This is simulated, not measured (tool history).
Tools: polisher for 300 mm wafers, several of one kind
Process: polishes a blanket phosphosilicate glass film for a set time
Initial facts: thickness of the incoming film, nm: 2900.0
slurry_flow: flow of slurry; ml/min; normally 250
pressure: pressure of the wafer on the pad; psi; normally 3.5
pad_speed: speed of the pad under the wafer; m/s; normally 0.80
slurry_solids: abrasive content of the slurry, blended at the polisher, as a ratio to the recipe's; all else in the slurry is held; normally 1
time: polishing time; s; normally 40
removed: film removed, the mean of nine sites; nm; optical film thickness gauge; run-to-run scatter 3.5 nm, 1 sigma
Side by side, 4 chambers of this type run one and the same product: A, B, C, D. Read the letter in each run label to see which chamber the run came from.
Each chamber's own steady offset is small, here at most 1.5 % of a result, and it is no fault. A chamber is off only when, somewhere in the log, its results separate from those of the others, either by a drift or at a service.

run   hour  slurry_flow  pressure  pad_speed  slurry_solids  time  removed
 1C   16.1          250       3.5       0.80              1    40   285.14
 2A   31.6          250       3.5       0.80              1    40   275.31
 3B   43.2          250       3.5       0.80              1    40   284.52
      45.6  -- chamber B: slurry nozzle cleaned
      47.7  -- chamber A: worn pad replaced by a new one
      57.0  -- chamber D: worn pad replaced by a new one
 4D   57.4          250       3.5       0.80              1    40   281.23
      58.8  -- chamber B: worn pad replaced by a new one
 5C   67.2          250       3.5       0.80              1    40   287.25
      68.9  -- chamber C: conditioning disc replaced and pad reconditioned
      70.7  -- chamber C: worn pad replaced by a new one
 6D   76.8          250       3.5       0.80              1    40   282.84
 7A   89.2          250       3.5       0.80              1    40   287.46
      97.9  -- chamber D: head pressure recalibrated
 8B  101.3          250       3.5       0.80              1    40   283.43
 9A  109.0          250       3.5       0.80              1    40   286.41
     121.1  -- chamber B: slurry blender recalibrated
10C  124.5          250       3.5       0.80              1    40   276.00
11D  133.8          250       3.5       0.80              1    40   279.49
     139.6  -- chamber D: worn pad replaced by a new one
     140.5  -- chamber A: worn pad replaced by a new one
12B  148.2          250       3.5       0.80              1    40   275.74
     150.5  -- chamber C: worn pad replaced by a new one
     157.6  -- chamber A: head pressure recalibrated
13D  158.5          330       3.5       0.80              1    40   292.95
     166.5  -- chamber B: worn pad replaced by a new one
14A  166.8          330       3.5       0.80              1    40   289.02
15C  179.7          330       3.5       0.80              1    40   284.53
16B  186.6          330       3.5       0.80              1    40   284.74
17A  202.5          250       3.5       0.80              1    40   284.87
     207.3  -- chamber C: conditioning disc replaced and pad reconditioned
     207.8  -- chamber D: slurry nozzle cleaned
     212.4  -- chamber A: conditioning disc replaced and pad reconditioned
18D  218.4          250       3.5       0.80              1    40   277.39
     227.0  -- chamber D: worn pad replaced by a new one
     227.2  -- chamber C: slurry blender recalibrated
     228.5  -- chamber D: conditioning disc replaced and pad reconditioned
19C  229.0          250       3.5       0.80              1    40   285.47
     236.1  -- chamber C: worn pad replaced by a new one
20B  239.6          250       3.5       0.80              1    40   281.33
     241.5  -- chamber A: worn pad replaced by a new one
21B  254.3          250       3.5       0.80              1    40   281.89
22C  268.4          250       3.5       0.80              1    40   275.64
     272.5  -- chamber B: worn pad replaced by a new one
23A  282.4          250       3.5       0.80              1    40   284.50
24D  291.7          250       3.5       1.06              1    40   353.62
25A  302.1          250       3.5       1.06              1    40   361.94
26B  313.1          250       3.5       1.06              1    40   354.09
     317.2  -- chamber D: worn pad replaced by a new one
     318.8  -- chamber D: slurry blender recalibrated
27D  325.1          250       3.5       1.06              1    40   353.30
     327.3  -- chamber C: worn pad replaced by a new one
     327.7  -- chamber B: slurry blender recalibrated
     338.1  -- chamber A: worn pad replaced by a new one
28C  339.2          250       3.5       0.80              1    40   285.49
     345.9  -- chamber C: conditioning disc replaced and pad reconditioned
29B  349.2          250       3.5       0.80              1    40   285.82
30D  365.1          250       2.3       0.80              1    27   127.11
     371.1  -- chamber B: worn pad replaced by a new one
31A  376.2          250       2.3       0.80              1    27   123.68
     383.0  -- chamber B: head pressure recalibrated
32C  384.7          250       2.3       0.80              1    27   125.18
33C  396.6          250       2.3       0.80              1    27   126.51
     407.4  -- chamber D: worn pad replaced by a new one
34D  408.9          250       3.5       0.80              1    40   280.05
     409.8  -- chamber C: worn pad replaced by a new one
35A  419.7          250       3.5       0.80              1    40   284.40
36B  433.2          250       3.5       0.80              1    40   286.04
37C  444.9          250       3.5       0.80              1    40   279.28
     451.4  -- chamber B: conditioning disc replaced and pad reconditioned
38B  453.4          250       3.5       0.80              1    40   283.96

Decide between three cases: one chamber stands off from its peers, the gauge reading all wafers drifts, or nothing is wrong past each chamber's small offset. Where a chamber is off, say which and what most likely put it there.

The fleet is healthy, with each chamber sitting at its usual small offset and no drift in the gauge.

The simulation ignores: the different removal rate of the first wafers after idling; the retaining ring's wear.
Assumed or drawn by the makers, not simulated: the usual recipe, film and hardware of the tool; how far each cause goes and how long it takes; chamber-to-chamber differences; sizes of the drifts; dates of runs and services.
